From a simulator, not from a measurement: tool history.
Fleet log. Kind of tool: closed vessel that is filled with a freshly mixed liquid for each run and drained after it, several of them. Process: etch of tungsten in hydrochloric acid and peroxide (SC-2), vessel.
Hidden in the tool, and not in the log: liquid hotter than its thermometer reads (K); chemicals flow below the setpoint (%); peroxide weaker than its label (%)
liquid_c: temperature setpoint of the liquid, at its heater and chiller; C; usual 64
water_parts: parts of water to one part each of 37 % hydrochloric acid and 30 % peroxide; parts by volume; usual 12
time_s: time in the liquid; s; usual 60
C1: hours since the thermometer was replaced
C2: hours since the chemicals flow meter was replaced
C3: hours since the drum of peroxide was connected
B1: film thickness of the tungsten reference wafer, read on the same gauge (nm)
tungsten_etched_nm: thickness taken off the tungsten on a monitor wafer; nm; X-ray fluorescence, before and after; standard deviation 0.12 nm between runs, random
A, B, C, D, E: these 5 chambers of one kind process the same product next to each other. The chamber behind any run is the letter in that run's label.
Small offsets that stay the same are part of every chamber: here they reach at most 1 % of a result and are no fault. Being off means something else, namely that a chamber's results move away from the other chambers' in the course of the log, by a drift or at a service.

Run 1C, hour 9.8: usual settings; C1 1651.4; C2 241.7; C3 622.4; B1 109.99. Result: tungsten_etched_nm 14.634 nm.
Run 2E, hour 24.4: usual settings; C1 514.4; C2 918.7; C3 346.1; B1 109.98. Result: tungsten_etched_nm 14.463 nm.
At hour 26.2: chamber C: thermometer replaced.
Run 3D, hour 39: usual settings; C1 818.2; C2 704.9; C3 88.6; B1 110.01. Result: tungsten_etched_nm 14.728 nm.
At hour 50.2: chamber B: thermometer replaced.
Run 4A, hour 53.8: usual settings; C1 1423.7; C2 436; C3 693.6; B1 109.99. Result: tungsten_etched_nm 14.51 nm.
Run 5B, hour 67.6: usual settings; C1 17.5; C2 133.7; C3 247.4; B1 110. Result: tungsten_etched_nm 14.579 nm.
At hour 74.5: chamber A: new drum of peroxide connected.
Run 6A, hour 75.7: usual settings but liquid_c 60.5 C, time_s 35 s; C1 1445.6; C2 457.9; C3 1.3; B1 109.98. Result: tungsten_etched_nm 6.8717 nm.
Run 7B, hour 83.7: usual settings but liquid_c 60.5 C, time_s 35 s; C1 33.6; C2 149.8; C3 263.5; B1 110.01. Result: tungsten_etched_nm 6.6957 nm.
Run 8E, hour 93.7: usual settings but liquid_c 60.5 C, time_s 35 s; C1 583.7; C2 988; C3 415.4; B1 110. Result: tungsten_etched_nm 6.7393 nm.
Run 9D, hour 103: usual settings but liquid_c 60.5 C, time_s 35 s; C1 882.2; C2 768.9; C3 152.6; B1 110.02. Result: tungsten_etched_nm 6.8072 nm.
Run 10C, hour 114.3: usual settings but liquid_c 60.5 C, time_s 35 s; C1 88.1; C2 346.2; C3 726.9; B1 110. Result: tungsten_etched_nm 6.8545 nm.
Run 11E, hour 120.8: usual settings; C1 610.8; C2 1015.1; C3 442.5; B1 110. Result: tungsten_etched_nm 14.174 nm.
Run 12D, hour 130.1: usual settings; C1 909.3; C2 796; C3 179.7; B1 110. Result: tungsten_etched_nm 14.776 nm.
Run 13A, hour 137.8: usual settings; C1 1507.7; C2 520; C3 63.4; B1 110. Result: tungsten_etched_nm 14.733 nm.
At hour 141.9: chamber E: new drum of peroxide connected.
At hour 149: chamber C: new drum of peroxide connected.
Run 14C, hour 151.9: usual settings; C1 125.7; C2 383.8; C3 2.9; B1 110. Result: tungsten_etched_nm 14.561 nm.
Run 15B, hour 162.2: usual settings; C1 112.1; C2 228.3; C3 342; B1 109.99. Result: tungsten_etched_nm 14.448 nm.
Run 16B, hour 173.4: usual settings; C1 123.3; C2 239.5; C3 353.2; B1 110. Result: tungsten_etched_nm 14.63 nm.
Run 17A, hour 182.5: usual settings; C1 1552.4; C2 564.7; C3 108.1; B1 110. Result: tungsten_etched_nm 14.618 nm.
Run 18C, hour 192.3: usual settings; C1 166.1; C2 424.2; C3 43.3; B1 109.98. Result: tungsten_etched_nm 14.321 nm.
Run 19E, hour 206: usual settings; C1 696; C2 1100.3; C3 64.1; B1 110.01. Result: tungsten_etched_nm 14.423 nm.
At hour 216.8: chamber A: chemicals flow meter replaced.
Run 20D, hour 216.9: usual settings; C1 996.1; C2 882.8; C3 266.5; B1 109.99. Result: tungsten_etched_nm 14.609 nm.
Run 21D, hour 224.4: usual settings; C1 1003.6; C2 890.3; C3 274; B1 110.01. Result: tungsten_etched_nm 14.48 nm.
Run 22C, hour 232.1: usual settings; C1 205.9; C2 464; C3 83.1; B1 109.99. Result: tungsten_etched_nm 14.494 nm.
Run 23E, hour 242.1: usual settings; C1 732.1; C2 1136.4; C3 100.2; B1 109.99. Result: tungsten_etched_nm 14.219 nm.
Run 24B, hour 249.1: usual settings; C1 199; C2 315.2; C3 428.9; B1 109.98. Result: tungsten_etched_nm 14.392 nm.
Run 25A, hour 260.3: usual settings; C1 1630.2; C2 43.6; C3 185.9; B1 110.01. Result: tungsten_etched_nm 14.647 nm.
Run 26D, hour 267.3: usual settings; C1 1046.5; C2 933.2; C3 316.9; B1 110. Result: tungsten_etched_nm 14.664 nm.
Run 27B, hour 282: usual settings; C1 231.9; C2 348.1; C3 461.8; B1 110. Result: tungsten_etched_nm 14.632 nm.
Run 28A, hour 290: usual settings; C1 1659.9; C2 73.3; C3 215.6; B1 110.01. Result: tungsten_etched_nm 14.584 nm.
Run 29E, hour 298.2: usual settings but time_s 30 s; C1 788.2; C2 1192.5; C3 156.3; B1 110.01. Result: tungsten_etched_nm 7.2482 nm.
Run 30C, hour 305.6: usual settings but time_s 30 s; C1 279.4; C2 537.5; C3 156.6; B1 110.01. Result: tungsten_etched_nm 7.3946 nm.
Run 31E, hour 317.6: usual settings but time_s 30 s; C1 807.6; C2 1211.9; C3 175.7; B1 110. Result: tungsten_etched_nm 7.2319 nm.
Run 32D, hour 325.5: usual settings but time_s 30 s; C1 1104.7; C2 991.4; C3 375.1; B1 110. Result: tungsten_etched_nm 7.3244 nm.
Run 33C, hour 336.7: usual settings but time_s 30 s; C1 310.5; C2 568.6; C3 187.7; B1 110. Result: tungsten_etched_nm 7.2635 nm.
Run 34B, hour 349.6: usual settings; C1 299.5; C2 415.7; C3 529.4; B1 110. Result: tungsten_etched_nm 14.473 nm.
Run 35A, hour 360.2: usual settings but liquid_c 67.5 C; C1 1730.1; C2 143.5; C3 285.8; B1 109.98. Result: tungsten_etched_nm 17.933 nm.
Run 36A, hour 366.7: usual settings but liquid_c 67.5 C; C1 1736.6; C2 150; C3 292.3; B1 110.03. Result: tungsten_etched_nm 18.167 nm.
At hour 371.6: chamber D: new drum of peroxide connected.
At hour 377.7: chamber D: thermometer replaced.
Run 37B, hour 378.3: usual settings but liquid_c 67.5 C; C1 328.2; C2 444.4; C3 558.1; B1 110.02. Result: tungsten_etched_nm 17.974 nm.
At hour 387: chamber C: chemicals flow meter replaced.
Run 38C, hour 387.3: usual settings but liquid_c 67.5 C; C1 361.1; C2 0.4; C3 238.3; B1 109.98. Result: tungsten_etched_nm 17.925 nm.
Run 39D, hour 394.1: usual settings but liquid_c 67.5 C; C1 16.4; C2 1060; C3 22.6; B1 110. Result: tungsten_etched_nm 17.9 nm.
Run 40E, hour 402.1: usual settings; C1 892.1; C2 1296.4; C3 260.2; B1 110.02. Result: tungsten_etched_nm 14.256 nm.

Each of the 5 chambers runs these same settings next. Fill in every chamber's results:
Run 41A, hour 412.8: usual settings but time_s 90 s. Result: tungsten_etched_nm ?.
Run 41B, hour 412.8: usual settings but time_s 90 s. Result: tungsten_etched_nm ?.
Run 41C, hour 412.8: usual settings but time_s 90 s. Result: tungsten_etched_nm ?.
Run 41D, hour 412.8: usual settings but time_s 90 s. Result: tungsten_etched_nm ?.
Run 41E, hour 412.8: usual settings but time_s 90 s. Result: tungsten_etched_nm ?.

run  tungsten_etched_nm
41A              21.683
41B              21.914
41C              21.608
41D              21.811
41E              21.795
